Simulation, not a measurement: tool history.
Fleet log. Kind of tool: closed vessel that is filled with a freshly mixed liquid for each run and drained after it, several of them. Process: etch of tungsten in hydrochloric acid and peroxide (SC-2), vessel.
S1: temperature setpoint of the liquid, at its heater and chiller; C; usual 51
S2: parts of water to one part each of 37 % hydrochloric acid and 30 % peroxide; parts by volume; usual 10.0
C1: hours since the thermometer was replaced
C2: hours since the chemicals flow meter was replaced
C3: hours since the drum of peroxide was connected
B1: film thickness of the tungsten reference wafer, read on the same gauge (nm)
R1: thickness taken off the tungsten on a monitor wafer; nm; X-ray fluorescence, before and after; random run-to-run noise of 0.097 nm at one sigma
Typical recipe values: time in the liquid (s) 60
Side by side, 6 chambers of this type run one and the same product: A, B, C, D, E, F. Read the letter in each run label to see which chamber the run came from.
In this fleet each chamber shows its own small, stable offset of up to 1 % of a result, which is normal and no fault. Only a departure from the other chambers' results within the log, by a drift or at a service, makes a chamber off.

{"run": "1A", "hour": 6.1, "S1": 51, "S2": 10.0, "time in the liquid (s)": 60, "C1": 902.9, "C2": 279.0, "C3": 1011.0, "B1": 50.019, "R1": 10.176}
{"run": "2B", "hour": 13.0, "S1": 51, "S2": 10.0, "time in the liquid (s)": 60, "C1": 906.4, "C2": 399.9, "C3": 385.8, "B1": 50.0, "R1": 10.114}
{"run": "3F", "hour": 19.6, "S1": 51, "S2": 10.0, "time in the liquid (s)": 60, "C1": 211.7, "C2": 703.4, "C3": 168.6, "B1": 50.014, "R1": 10.048}
{"run": "4C", "hour": 26.0, "S1": 51, "S2": 10.0, "time in the liquid (s)": 60, "C1": 1634.8, "C2": 898.5, "C3": 144.8, "B1": 50.01, "R1": 10.038}
{"run": "5E", "hour": 39.0, "S1": 42, "S2": 10.0, "time in the liquid (s)": 60, "C1": 1741.4, "C2": 173.1, "C3": 294.8, "B1": 50.002, "R1": 5.4516}
{"run": "6D", "hour": 46.5, "S1": 42, "S2": 10.0, "time in the liquid (s)": 60, "C1": 66.1, "C2": 1130.2, "C3": 189.8, "B1": 50.003, "R1": 5.4873}
{"run": "7B", "hour": 54.4, "S1": 42, "S2": 10.0, "time in the liquid (s)": 60, "C1": 947.8, "C2": 441.3, "C3": 427.2, "B1": 50.008, "R1": 5.3399}
{"run": "8A", "hour": 62.8, "S1": 42, "S2": 10.0, "time in the liquid (s)": 60, "C1": 959.6, "C2": 335.7, "C3": 1067.7, "B1": 49.982, "R1": 5.4481}
{"run": "9E", "hour": 73.0, "S1": 42, "S2": 10.0, "time in the liquid (s)": 60, "C1": 1775.4, "C2": 207.1, "C3": 328.8, "B1": 50.012, "R1": 5.4164}
{"hour": 82.5, "done": "chamber A: new drum of peroxide connected"}
{"run": "10D", "hour": 84.4, "S1": 42, "S2": 10.0, "time in the liquid (s)": 60, "C1": 104.0, "C2": 1168.1, "C3": 227.7, "B1": 49.996, "R1": 5.5305}
{"run": "11C", "hour": 91.9, "S1": 51, "S2": 10.0, "time in the liquid (s)": 60, "C1": 1700.7, "C2": 964.4, "C3": 210.7, "B1": 50.031, "R1": 10.0}
{"run": "12F", "hour": 97.9, "S1": 51, "S2": 10.0, "time in the liquid (s)": 60, "C1": 290.0, "C2": 781.7, "C3": 246.9, "B1": 50.005, "R1": 10.173}
{"run": "13D", "hour": 104.2, "S1": 51, "S2": 10.0, "time in the liquid (s)": 60, "C1": 123.8, "C2": 1187.9, "C3": 247.5, "B1": 49.997, "R1": 10.051}
{"run": "14E", "hour": 117.1, "S1": 44, "S2": 10.0, "time in the liquid (s)": 60, "C1": 1819.5, "C2": 251.2, "C3": 372.9, "B1": 49.994, "R1": 6.1581}
{"run": "15C", "hour": 125.7, "S1": 44, "S2": 10.0, "time in the liquid (s)": 60, "C1": 1734.5, "C2": 998.2, "C3": 244.5, "B1": 49.993, "R1": 6.3559}
{"run": "16F", "hour": 136.2, "S1": 44, "S2": 10.0, "time in the liquid (s)": 60, "C1": 328.3, "C2": 820.0, "C3": 285.2, "B1": 50.007, "R1": 6.3307}
{"run": "17B", "hour": 142.3, "S1": 44, "S2": 10.0, "time in the liquid (s)": 60, "C1": 1035.7, "C2": 529.2, "C3": 515.1, "B1": 50.015, "R1": 6.2632}
{"run": "18A", "hour": 155.1, "S1": 44, "S2": 10.0, "time in the liquid (s)": 60, "C1": 1051.9, "C2": 428.0, "C3": 72.7, "B1": 49.989, "R1": 6.508}
{"hour": 164.0, "done": "chamber E: thermometer replaced"}
{"run": "19B", "hour": 164.8, "S1": 44, "S2": 10.0, "time in the liquid (s)": 60, "C1": 1058.2, "C2": 551.7, "C3": 537.6, "B1": 50.005, "R1": 6.2893}
{"run": "20F", "hour": 172.9, "S1": 51, "S2": 10.0, "time in the liquid (s)": 60, "C1": 365.0, "C2": 856.7, "C3": 321.9, "B1": 50.031, "R1": 9.9425}
{"run": "21E", "hour": 180.0, "S1": 48, "S2": 13.5, "time in the liquid (s)": 60, "C1": 16.1, "C2": 314.1, "C3": 435.8, "B1": 49.98, "R1": 6.3274}
{"run": "22C", "hour": 191.0, "S1": 48, "S2": 13.5, "time in the liquid (s)": 60, "C1": 1799.8, "C2": 1063.5, "C3": 309.8, "B1": 50.014, "R1": 6.4434}
{"run": "23A", "hour": 202.4, "S1": 48, "S2": 13.5, "time in the liquid (s)": 60, "C1": 1099.2, "C2": 475.3, "C3": 120.0, "B1": 49.994, "R1": 6.7031}
{"hour": 207.1, "done": "chamber C: thermometer replaced"}
{"run": "24D", "hour": 214.4, "S1": 48, "S2": 13.5, "time in the liquid (s)": 60, "C1": 234.0, "C2": 1298.1, "C3": 357.7, "B1": 49.981, "R1": 6.3022}
{"run": "25A", "hour": 226.0, "S1": 48, "S2": 13.5, "time in the liquid (s)": 60, "C1": 1122.8, "C2": 498.9, "C3": 143.6, "B1": 49.992, "R1": 6.7753}
{"hour": 230.4, "done": "chamber D: chemicals flow meter replaced"}
{"run": "26C", "hour": 238.7, "S1": 48, "S2": 13.5, "time in the liquid (s)": 60, "C1": 31.6, "C2": 1111.2, "C3": 357.5, "B1": 49.986, "R1": 6.2983}
{"run": "27B", "hour": 251.0, "S1": 51, "S2": 8.0, "time in the liquid (s)": 60, "C1": 1144.4, "C2": 637.9, "C3": 623.8, "B1": 49.997, "R1": 12.369}
{"hour": 251.1, "done": "chamber E: new drum of peroxide connected"}
{"run": "28D", "hour": 263.2, "S1": 51, "S2": 8.0, "time in the liquid (s)": 60, "C1": 282.8, "C2": 32.9, "C3": 406.5, "B1": 49.987, "R1": 11.969}
{"run": "29E", "hour": 271.9, "S1": 51, "S2": 8.0, "time in the liquid (s)": 60, "C1": 108.0, "C2": 406.0, "C3": 20.8, "B1": 50.004, "R1": 12.122}
{"hour": 273.4, "done": "chamber C: new drum of peroxide connected"}
{"run": "30F", "hour": 283.8, "S1": 51, "S2": 8.0, "time in the liquid (s)": 60, "C1": 475.9, "C2": 967.6, "C3": 432.8, "B1": 49.975, "R1": 12.29}
{"run": "31F", "hour": 294.4, "S1": 51, "S2": 8.0, "time in the liquid (s)": 60, "C1": 486.5, "C2": 978.2, "C3": 443.4, "B1": 50.028, "R1": 12.392}
{"run": "32E", "hour": 301.7, "S1": 51, "S2": 8.0, "time in the liquid (s)": 60, "C1": 137.8, "C2": 435.8, "C3": 50.6, "B1": 50.007, "R1": 12.251}
{"run": "33D", "hour": 309.4, "S1": 51, "S2": 10.0, "time in the liquid (s)": 60, "C1": 329.0, "C2": 79.1, "C3": 452.7, "B1": 49.999, "R1": 9.9193}
{"run": "34B", "hour": 320.9, "S1": 51, "S2": 10.0, "time in the liquid (s)": 60, "C1": 1214.3, "C2": 707.8, "C3": 693.7, "B1": 49.991, "R1": 10.159}
{"hour": 325.0, "done": "chamber B: thermometer replaced"}
{"run": "35A", "hour": 329.8, "S1": 51, "S2": 10.0, "time in the liquid (s)": 60, "C1": 1226.6, "C2": 602.7, "C3": 247.4, "B1": 50.009, "R1": 10.938}
{"run": "36C", "hour": 340.7, "S1": 51, "S2": 10.0, "time in the liquid (s)": 60, "C1": 133.6, "C2": 1213.2, "C3": 67.3, "B1": 50.002, "R1": 9.9446}
{"run": "37E", "hour": 351.2, "S1": 51, "S2": 10.0, "time in the liquid (s)": 60, "C1": 187.3, "C2": 485.3, "C3": 100.1, "B1": 50.007, "R1": 10.125}
{"run": "38F", "hour": 362.3, "S1": 51, "S2": 10.0, "time in the liquid (s)": 60, "C1": 554.4, "C2": 1046.1, "C3": 511.3, "B1": 50.003, "R1": 10.056}
{"run": "39B", "hour": 373.0, "S1": 51, "S2": 10.0, "time in the liquid (s)": 45, "C1": 48.1, "C2": 759.9, "C3": 745.8, "B1": 50.029, "R1": 7.5173}
{"run": "40C", "hour": 382.2, "S1": 51, "S2": 10.0, "time in the liquid (s)": 45, "C1": 175.1, "C2": 1254.7, "C3": 108.8, "B1": 50.028, "R1": 7.4467}
{"hour": 383.1, "done": "chamber D: new drum of peroxide connected"}
{"run": "41A", "hour": 393.4, "S1": 51, "S2": 10.0, "time in the liquid (s)": 45, "C1": 1290.2, "C2": 666.3, "C3": 311.0, "B1": 50.018, "R1": 8.5882}
{"run": "42D", "hour": 403.3, "S1": 51, "S2": 10.0, "time in the liquid (s)": 45, "C1": 422.9, "C2": 173.0, "C3": 20.2, "B1": 49.999, "R1": 7.5781}
{"run": "43A", "hour": 409.8, "S1": 51, "S2": 10.0, "time in the liquid (s)": 45, "C1": 1306.6, "C2": 682.7, "C3": 327.4, "B1": 50.003, "R1": 8.4595}
{"run": "44E", "hour": 419.3, "S1": 51, "S2": 10.0, "time in the liquid (s)": 45, "C1": 255.4, "C2": 553.4, "C3": 168.2, "B1": 49.979, "R1": 7.6143}

Does one chamber stand apart from the rest, does the shared gauge drift, or is all well apart from small per-chamber offsets? Give the chamber and the most likely cause, where there is one.

One chamber, A, drifts off from the rest bit by bit.
Likeliest cause: liquid hotter than its thermometer reads (K) = 1.85.

Chamber A could run next with any of the 4 candidate recipes listed below; each alters the usual settings, and their results appear as question marks. Which one brings its results back in line with what the other chambers deliver on the usual settings?
In line here means within this much of the mean the other chambers give on the usual settings: R1 0.3400 nm
{"run": "45A-1", "hour": 428.7, "S1": 53, "S2": 10.0, "time in the liquid (s)": 60, "R1": "?"}
{"run": "45A-2", "hour": 428.7, "S1": 52, "S2": 10.0, "time in the liquid (s)": 60, "R1": "?"}
{"run": "45A-3", "hour": 428.7, "S1": 50, "S2": 10.0, "time in the liquid (s)": 60, "R1": "?"}
{"run": "45A-4", "hour": 428.7, "S1": 49, "S2": 10.0, "time in the liquid (s)": 60, "R1": "?"}

The other chambers' mean on the usual settings: R1 10.0720 nm
run=45A-1 R1=12.9130
run=45A-2 R1=12.1170
run=45A-3 R1=10.6430
run=45A-4 R1=9.9682
It is 45A-4 that realigns the chamber with its peers.

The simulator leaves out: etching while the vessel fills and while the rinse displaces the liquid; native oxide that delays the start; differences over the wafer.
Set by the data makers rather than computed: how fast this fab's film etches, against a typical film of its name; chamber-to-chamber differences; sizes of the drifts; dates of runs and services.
